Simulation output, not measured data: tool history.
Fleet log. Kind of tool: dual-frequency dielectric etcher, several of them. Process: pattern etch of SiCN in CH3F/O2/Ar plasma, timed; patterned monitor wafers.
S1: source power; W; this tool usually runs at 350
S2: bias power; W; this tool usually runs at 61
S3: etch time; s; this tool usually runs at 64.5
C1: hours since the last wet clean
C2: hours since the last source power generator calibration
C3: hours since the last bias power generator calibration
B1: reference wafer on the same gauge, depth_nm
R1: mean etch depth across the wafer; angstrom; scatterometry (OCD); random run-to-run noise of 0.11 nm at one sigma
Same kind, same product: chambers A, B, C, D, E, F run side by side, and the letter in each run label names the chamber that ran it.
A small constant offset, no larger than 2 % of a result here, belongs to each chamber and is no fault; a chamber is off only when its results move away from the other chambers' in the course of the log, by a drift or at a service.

run,hour,S1,S2,S3,C1,C2,C3,B1,R1
1D,8.5,350,61,64.5,199.3,4150.8,3119.1,25.506,217.43
2F,20.0,350,61,64.5,107.2,3118.9,945.2,25.513,215.25
3A,29.7,350,61,64.5,119.0,1608.6,2447.7,25.471,215.44
4C,46.0,350,61,64.5,375.7,2572.4,1052.8,25.477,219.36
# hour 55.3: chamber E: wet clean of the chamber
5E,59.2,350,61,64.5,3.9,1447.7,1184.7,25.509,216.27
6B,70.0,350,61,64.5,293.7,1322.2,1464.7,25.478,217.26
7C,78.5,350,61,64.5,408.2,2604.9,1085.3,25.495,218.24
# hour 86.4: chamber A: source power generator calibrated
8D,88.4,350,61,64.5,279.2,4230.7,3199.0,25.469,220.48
9E,97.1,350,61,64.5,41.8,1485.6,1222.6,25.544,215.91
10B,111.1,350,61,64.5,334.8,1363.3,1505.8,25.521,215.31
11A,119.4,350,61,64.5,208.7,33.0,2537.4,25.475,217.82
12F,127.3,350,61,64.5,214.5,3226.2,1052.5,25.505,213.75
13B,134.6,350,61,64.5,358.3,1386.8,1529.3,25.521,215.88
14D,145.0,350,61,64.5,335.8,4287.3,3255.6,25.499,216.11
15C,155.2,350,67,64.5,484.9,2681.6,1162.0,25.495,224.30
16F,168.6,350,67,64.5,255.8,3267.5,1093.8,25.510,221.05
17A,176.8,350,67,64.5,266.1,90.4,2594.8,25.507,224.55
18E,186.9,350,67,64.5,131.6,1575.4,1312.4,25.512,222.24
19D,199.1,350,67,64.5,389.9,4341.4,3309.7,25.495,225.12
20F,215.2,350,67,64.5,302.4,3314.1,1140.4,25.470,221.53
21E,225.2,350,61,64.5,169.9,1613.7,1350.7,25.493,214.33
# hour 231.5: chamber B: wet clean of the chamber
22C,235.7,390,61,64.5,565.4,2762.1,1242.5,25.476,228.21
23A,249.7,390,61,64.5,339.0,163.3,2667.7,25.478,227.10
24B,257.9,390,61,64.5,26.4,1510.1,1652.6,25.481,235.04
25A,271.4,390,61,64.5,360.7,185.0,2689.4,25.493,226.27
# hour 281.8: chamber D: wet clean of the chamber
26E,285.8,390,61,64.5,230.5,1674.3,1411.3,25.500,223.25
# hour 297.6: chamber C: wet clean of the chamber
27B,300.1,390,61,64.5,68.6,1552.3,1694.8,25.521,234.53
28D,314.2,320,70,64.5,32.5,4456.5,3424.8,25.460,221.76
# hour 318.2: chamber F: wet clean of the chamber
29F,321.8,320,70,64.5,3.7,3420.7,1247.0,25.509,219.17
30C,338.1,320,70,64.5,40.5,2864.5,1344.9,25.477,221.18
31E,345.4,320,70,64.5,290.1,1733.9,1470.9,25.499,216.86
32F,359.6,320,70,64.5,41.5,3458.5,1284.8,25.493,215.93
33B,369.9,320,70,64.5,138.4,1622.1,1764.6,25.516,228.75
# hour 374.5: chamber A: wet clean of the chamber
34A,377.8,440,48,64.5,3.3,291.4,2795.8,25.484,218.95
# hour 384.3: chamber D: source power generator calibrated
35D,392.6,440,48,64.5,110.9,8.3,3503.2,25.522,220.69
36C,403.1,440,48,64.5,105.5,2929.5,1409.9,25.516,220.51
37C,417.6,440,48,64.5,120.0,2944.0,1424.4,25.503,220.19
38A,433.7,440,48,64.5,59.2,347.3,2851.7,25.517,217.37
39B,441.6,440,48,64.5,210.1,1693.8,1836.3,25.496,226.83
40F,456.9,350,61,64.5,138.8,3555.8,1382.1,25.472,214.32
41D,465.4,350,61,64.5,183.7,81.1,3576.0,25.491,219.41
42E,474.1,350,61,64.5,418.8,1862.6,1599.6,25.509,213.58

Which is it: a chamber that has drifted or been left off by a service, a gauge drift common to all chambers, or only each chamber's usual small offset? If a chamber is off, name it and its likeliest cause.

Chamber B came out of a service off from its peers and stayed that way.
What lies behind it: etch rate over this chamber's usual, % = 4.51.

Which of the 4 candidates below, each the usual settings with something changed and its results left as question marks, puts chamber B back in line with what the other chambers give on the usual settings?
Counts as in line when no further than this from what the other chambers average on the usual settings: R1 4.00 angstrom
43B-1,485.9,350,61,64.0,,,,,?
43B-2,485.9,350,62,67.0,,,,,?
43B-3,485.9,350,61,62.0,,,,,?
43B-4,485.9,350,61,65.0,,,,,?

The mean the other chambers reach with the usual settings: R1 216.71 angstrom
run,R1
43B-1,223.77
43B-2,235.60
43B-3,216.78
43B-4,227.27
Change 43B-3 lands the chamber within the allowed miss of the other chambers.
